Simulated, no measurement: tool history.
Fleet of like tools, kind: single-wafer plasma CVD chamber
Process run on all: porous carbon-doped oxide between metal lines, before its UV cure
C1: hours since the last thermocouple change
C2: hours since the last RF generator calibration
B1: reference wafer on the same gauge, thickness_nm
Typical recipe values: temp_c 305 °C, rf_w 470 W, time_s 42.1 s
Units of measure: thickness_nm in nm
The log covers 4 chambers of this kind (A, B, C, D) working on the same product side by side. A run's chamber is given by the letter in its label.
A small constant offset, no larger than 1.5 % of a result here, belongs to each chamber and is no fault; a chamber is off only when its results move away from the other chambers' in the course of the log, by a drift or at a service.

Run 1B, hour 10.2: usual settings; C1 257; C2 692.9; B1 196.94. Result: thickness_nm 210.58 nm.
Run 2A, hour 17.5: usual settings; C1 1044.3; C2 1204.5; B1 196.92. Result: thickness_nm 210.11 nm.
Run 3D, hour 25.7: usual settings; C1 1004.6; C2 750.5; B1 196.79. Result: thickness_nm 208.17 nm.
Run 4C, hour 36.1: usual settings; C1 1139; C2 112; B1 196.81. Result: thickness_nm 209.72 nm.
Run 5D, hour 47.8: usual settings; C1 1026.7; C2 772.6; B1 196.78. Result: thickness_nm 207.81 nm.
Run 6C, hour 53.5: usual settings but rf_w 430 W, time_s 35.5 s; C1 1156.4; C2 129.4; B1 196.82. Result: thickness_nm 166.35 nm.
Run 7B, hour 65.9: usual settings but rf_w 430 W, time_s 35.5 s; C1 312.7; C2 748.6; B1 196.72. Result: thickness_nm 166.57 nm.
Run 8A, hour 78.2: usual settings but rf_w 430 W, time_s 35.5 s; C1 1105; C2 1265.2; B1 196.69. Result: thickness_nm 166.8 nm.
Run 9D, hour 91.1: usual settings but rf_w 430 W, time_s 35.5 s; C1 1070; C2 815.9; B1 196.66. Result: thickness_nm 164.22 nm.
Run 10B, hour 98.8: usual settings; C1 345.6; C2 781.5; B1 196.63. Result: thickness_nm 209.7 nm.
Run 11A, hour 109.7: usual settings; C1 1136.5; C2 1296.7; B1 196.5. Result: thickness_nm 209.58 nm.
Run 12C, hour 122.5: usual settings; C1 1225.4; C2 198.4; B1 196.5. Result: thickness_nm 209.7 nm.
Run 13C, hour 130.8: usual settings; C1 1233.7; C2 206.7; B1 196.54. Result: thickness_nm 209.47 nm.
Run 14A, hour 139: usual settings; C1 1165.8; C2 1326; B1 196.48. Result: thickness_nm 209.42 nm.
Run 15B, hour 151.5: usual settings; C1 398.3; C2 834.2; B1 196.41. Result: thickness_nm 209.42 nm.
Run 16D, hour 161.9: usual settings; C1 1140.8; C2 886.7; B1 196.4. Result: thickness_nm 207.15 nm.
Run 17C, hour 172.8: usual settings; C1 1275.7; C2 248.7; B1 196.34. Result: thickness_nm 209.21 nm.
Run 18A, hour 181.8: usual settings; C1 1208.6; C2 1368.8; B1 196.23. Result: thickness_nm 209.47 nm.
Run 19B, hour 190.7: usual settings; C1 437.5; C2 873.4; B1 196.26. Result: thickness_nm 209.19 nm.
Run 20D, hour 202.5: usual settings; C1 1181.4; C2 927.3; B1 196.23. Result: thickness_nm 207.09 nm.
Run 21C, hour 208.5: usual settings; C1 1311.4; C2 284.4; B1 196.11. Result: thickness_nm 208.89 nm.
At hour 212.3: chamber A: RF generator calibrated.
Run 22B, hour 215.1: usual settings; C1 461.9; C2 897.8; B1 196.11. Result: thickness_nm 209.16 nm.
Run 23A, hour 222.6: usual settings; C1 1249.4; C2 10.3; B1 196.08. Result: thickness_nm 209.81 nm.
Run 24D, hour 228.4: usual settings; C1 1207.3; C2 953.2; B1 196.1. Result: thickness_nm 207.24 nm.
Run 25A, hour 234.6: usual settings; C1 1261.4; C2 22.3; B1 196. Result: thickness_nm 209.38 nm.
Run 26B, hour 244.1: usual settings; C1 490.9; C2 926.8; B1 196.09. Result: thickness_nm 208.79 nm.
Run 27C, hour 256.5: usual settings; C1 1359.4; C2 332.4; B1 195.97. Result: thickness_nm 208.76 nm.
Run 28D, hour 264.1: usual settings; C1 1243; C2 988.9; B1 195.98. Result: thickness_nm 207.15 nm.
Run 29C, hour 274.7: usual settings; C1 1377.6; C2 350.6; B1 195.89. Result: thickness_nm 208.67 nm.
Run 30A, hour 282.7: usual settings but temp_c 295 °C, time_s 37 s; C1 1309.5; C2 70.4; B1 195.89. Result: thickness_nm 195.28 nm.

Next, every chamber runs the same settings. What will each give?
Run 31A, hour 292.2: usual settings. Result: thickness_nm ?.
Run 31B, hour 292.2: usual settings. Result: thickness_nm ?.
Run 31C, hour 292.2: usual settings. Result: thickness_nm ?.
Run 31D, hour 292.2: usual settings. Result: thickness_nm ?.

run  thickness_nm
31A        208.83
31B        208.94
31C        208.85
31D        206.64

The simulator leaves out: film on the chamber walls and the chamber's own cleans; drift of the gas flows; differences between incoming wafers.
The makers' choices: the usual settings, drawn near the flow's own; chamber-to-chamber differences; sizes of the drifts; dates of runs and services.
